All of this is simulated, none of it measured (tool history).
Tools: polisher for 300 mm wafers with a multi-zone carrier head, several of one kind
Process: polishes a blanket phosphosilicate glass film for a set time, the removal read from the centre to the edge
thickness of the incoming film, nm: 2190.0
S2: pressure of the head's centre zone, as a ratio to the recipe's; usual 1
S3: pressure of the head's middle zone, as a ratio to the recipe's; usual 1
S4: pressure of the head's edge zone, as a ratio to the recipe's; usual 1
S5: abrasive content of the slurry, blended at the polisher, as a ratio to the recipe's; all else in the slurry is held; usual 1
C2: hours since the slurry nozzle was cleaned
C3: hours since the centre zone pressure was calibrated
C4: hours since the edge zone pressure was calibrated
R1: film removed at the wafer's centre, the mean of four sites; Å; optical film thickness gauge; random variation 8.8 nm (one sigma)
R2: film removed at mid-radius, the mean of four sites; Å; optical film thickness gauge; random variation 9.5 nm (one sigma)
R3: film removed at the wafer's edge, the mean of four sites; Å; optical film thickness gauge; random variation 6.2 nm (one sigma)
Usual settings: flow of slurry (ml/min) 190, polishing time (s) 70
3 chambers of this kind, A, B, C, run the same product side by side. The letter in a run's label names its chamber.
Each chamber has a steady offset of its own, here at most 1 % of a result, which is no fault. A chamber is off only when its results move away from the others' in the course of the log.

{"run": "1A", "hour": 4.5, "flow of slurry (ml/min)": 190, "S2": 1, "S3": 1, "S4": 1, "S5": 1, "polishing time (s)": 70, "wafers polished on this pad": 837, "C2": 469, "C3": 98.5, "C4": 255.8, "R1": 8089, "R2": 8032.9, "R3": 7985.7}
{"run": "2C", "hour": 9.5, "flow of slurry (ml/min)": 190, "S2": 1, "S3": 1, "S4": 1, "S5": 1, "polishing time (s)": 70, "wafers polished on this pad": 518, "C2": 798.9, "C3": 175.2, "C4": 1068.6, "R1": 8274.8, "R2": 8000.1, "R3": 8058.1}
{"hour": 9.7, "done": "chamber C: worn pad replaced by a new one"}
{"run": "3B", "hour": 12.0, "flow of slurry (ml/min)": 190, "S2": 1, "S3": 1, "S4": 1, "S5": 1, "polishing time (s)": 70, "wafers polished on this pad": 285, "C2": 421.4, "C3": 782.8, "C4": 382.4, "R1": 8040, "R2": 8094.2, "R3": 8007.5}
{"run": "4A", "hour": 16.9, "flow of slurry (ml/min)": 190, "S2": 1, "S3": 1, "S4": 1, "S5": 1, "polishing time (s)": 70, "wafers polished on this pad": 970, "C2": 481.4, "C3": 110.9, "C4": 268.2, "R1": 8161.4, "R2": 8080.9, "R3": 8057.2}
{"run": "5B", "hour": 21.8, "flow of slurry (ml/min)": 190, "S2": 1, "S3": 1, "S4": 1, "S5": 1, "polishing time (s)": 70, "wafers polished on this pad": 390, "C2": 431.2, "C3": 792.6, "C4": 392.2, "R1": 7879.9, "R2": 7786.8, "R3": 7939.9}
{"run": "6C", "hour": 24.6, "flow of slurry (ml/min)": 190, "S2": 1, "S3": 1, "S4": 1, "S5": 1, "polishing time (s)": 70, "wafers polished on this pad": 159, "C2": 814, "C3": 190.3, "C4": 1083.7, "R1": 8162.1, "R2": 8059.6, "R3": 8008.3}
{"hour": 26.3, "done": "chamber C: slurry nozzle cleaned"}
{"run": "7B", "hour": 29.8, "flow of slurry (ml/min)": 190, "S2": 1, "S3": 1, "S4": 1, "S5": 1, "polishing time (s)": 70, "wafers polished on this pad": 476, "C2": 439.2, "C3": 800.6, "C4": 400.2, "R1": 7621, "R2": 7806.6, "R3": 7818.5}
{"hour": 31.8, "done": "chamber A: worn pad replaced by a new one"}
{"run": "8A", "hour": 33.4, "flow of slurry (ml/min)": 190, "S2": 1, "S3": 1.1, "S4": 0.9, "S5": 1, "polishing time (s)": 70, "wafers polished on this pad": 17, "C2": 497.9, "C3": 127.4, "C4": 284.7, "R1": 7991.3, "R2": 8699.7, "R3": 7707}
{"run": "9C", "hour": 38.0, "flow of slurry (ml/min)": 190, "S2": 1, "S3": 1.1, "S4": 0.9, "S5": 1, "polishing time (s)": 70, "wafers polished on this pad": 302, "C2": 11.8, "C3": 203.7, "C4": 1097.1, "R1": 8251.7, "R2": 8673.5, "R3": 7615.3}
{"run": "10C", "hour": 40.3, "flow of slurry (ml/min)": 190, "S2": 1, "S3": 1.1, "S4": 0.9, "S5": 1, "polishing time (s)": 70, "wafers polished on this pad": 327, "C2": 14.1, "C3": 206, "C4": 1099.4, "R1": 8156.5, "R2": 8812.6, "R3": 7676}
{"run": "11B", "hour": 44.4, "flow of slurry (ml/min)": 190, "S2": 1, "S3": 1, "S4": 1, "S5": 1, "polishing time (s)": 70, "wafers polished on this pad": 632, "C2": 453.8, "C3": 815.2, "C4": 414.8, "R1": 7659.1, "R2": 7676.2, "R3": 7898.5}
{"run": "12A", "hour": 46.7, "flow of slurry (ml/min)": 190, "S2": 1, "S3": 1, "S4": 1, "S5": 1, "polishing time (s)": 70, "wafers polished on this pad": 159, "C2": 511.2, "C3": 140.7, "C4": 298, "R1": 7906.8, "R2": 8018.6, "R3": 8152.6}
{"run": "13A", "hour": 49.3, "flow of slurry (ml/min)": 190, "S2": 1, "S3": 1, "S4": 1, "S5": 1, "polishing time (s)": 70, "wafers polished on this pad": 187, "C2": 513.8, "C3": 143.3, "C4": 300.6, "R1": 7977, "R2": 7992.4, "R3": 8094.5}
{"run": "14B", "hour": 52.6, "flow of slurry (ml/min)": 190, "S2": 1, "S3": 1.1, "S4": 0.91, "S5": 1, "polishing time (s)": 70, "wafers polished on this pad": 719, "C2": 462, "C3": 823.4, "C4": 423, "R1": 7607.7, "R2": 8252.5, "R3": 7307.1}
{"run": "15C", "hour": 55.4, "flow of slurry (ml/min)": 190, "S2": 1, "S3": 1.1, "S4": 0.91, "S5": 1, "polishing time (s)": 70, "wafers polished on this pad": 488, "C2": 29.2, "C3": 221.1, "C4": 1114.5, "R1": 8286.8, "R2": 8847.4, "R3": 7733.1}
{"run": "16A", "hour": 59.1, "flow of slurry (ml/min)": 190, "S2": 1, "S3": 1.1, "S4": 0.91, "S5": 1, "polishing time (s)": 70, "wafers polished on this pad": 291, "C2": 523.6, "C3": 153.1, "C4": 310.4, "R1": 8072, "R2": 8819.4, "R3": 7810.2}
{"hour": 60.4, "done": "chamber C: worn pad replaced by a new one"}
{"run": "17B", "hour": 63.9, "flow of slurry (ml/min)": 190, "S2": 1, "S3": 1.11, "S4": 1.09, "S5": 1, "polishing time (s)": 70, "wafers polished on this pad": 840, "C2": 473.3, "C3": 834.7, "C4": 434.3, "R1": 7444.8, "R2": 8181.6, "R3": 8007.4}
{"run": "18C", "hour": 68.7, "flow of slurry (ml/min)": 190, "S2": 1, "S3": 1.11, "S4": 1.09, "S5": 1, "polishing time (s)": 70, "wafers polished on this pad": 89, "C2": 42.5, "C3": 234.4, "C4": 1127.8, "R1": 8199, "R2": 8761.5, "R3": 8382.1}
{"run": "19C", "hour": 71.5, "flow of slurry (ml/min)": 190, "S2": 1, "S3": 1.11, "S4": 1.09, "S5": 1, "polishing time (s)": 70, "wafers polished on this pad": 119, "C2": 45.3, "C3": 237.2, "C4": 1130.6, "R1": 8289.9, "R2": 8814, "R3": 8536.9}
{"run": "20A", "hour": 76.0, "flow of slurry (ml/min)": 190, "S2": 1, "S3": 1, "S4": 1, "S5": 1, "polishing time (s)": 70, "wafers polished on this pad": 472, "C2": 540.5, "C3": 170, "C4": 327.3, "R1": 8181.3, "R2": 8001, "R3": 8108}
{"run": "21B", "hour": 79.7, "flow of slurry (ml/min)": 190, "S2": 1, "S3": 1, "S4": 1, "S5": 1, "polishing time (s)": 70, "wafers polished on this pad": 1009, "C2": 489.1, "C3": 850.5, "C4": 450.1, "R1": 7301.2, "R2": 7440.7, "R3": 7527.8}
{"run": "22B", "hour": 84.2, "flow of slurry (ml/min)": 190, "S2": 1, "S3": 1, "S4": 1, "S5": 1, "polishing time (s)": 70, "wafers polished on this pad": 1057, "C2": 493.6, "C3": 855, "C4": 454.6, "R1": 7495, "R2": 7243.2, "R3": 7363}
{"run": "23A", "hour": 86.7, "flow of slurry (ml/min)": 190, "S2": 0.91, "S3": 1, "S4": 1, "S5": 1, "polishing time (s)": 70, "wafers polished on this pad": 586, "C2": 551.2, "C3": 180.7, "C4": 338, "R1": 7308.7, "R2": 8046.5, "R3": 8059.5}
{"run": "24C", "hour": 91.1, "flow of slurry (ml/min)": 190, "S2": 0.91, "S3": 1, "S4": 1, "S5": 1, "polishing time (s)": 70, "wafers polished on this pad": 328, "C2": 64.9, "C3": 256.8, "C4": 1150.2, "R1": 7255.3, "R2": 8244.7, "R3": 8125}

Next, every chamber runs the same settings. What will each give?
{"run": "25A", "hour": 95.0, "flow of slurry (ml/min)": 235, "S2": 1, "S3": 1, "S4": 1, "S5": 1, "polishing time (s)": 70, "R1": "?", "R2": "?", "R3": "?"}
{"run": "25B", "hour": 95.0, "flow of slurry (ml/min)": 235, "S2": 1, "S3": 1, "S4": 1, "S5": 1, "polishing time (s)": 70, "R1": "?", "R2": "?", "R3": "?"}
{"run": "25C", "hour": 95.0, "flow of slurry (ml/min)": 235, "S2": 1, "S3": 1, "S4": 1, "S5": 1, "polishing time (s)": 70, "R1": "?", "R2": "?", "R3": "?"}

run=25A R1=8451.4 R2=8307.6 R3=8228.6
run=25B R1=7443.3 R2=7465.2 R3=7477.9
run=25C R1=8605.5 R2=8161.3 R3=8387.8

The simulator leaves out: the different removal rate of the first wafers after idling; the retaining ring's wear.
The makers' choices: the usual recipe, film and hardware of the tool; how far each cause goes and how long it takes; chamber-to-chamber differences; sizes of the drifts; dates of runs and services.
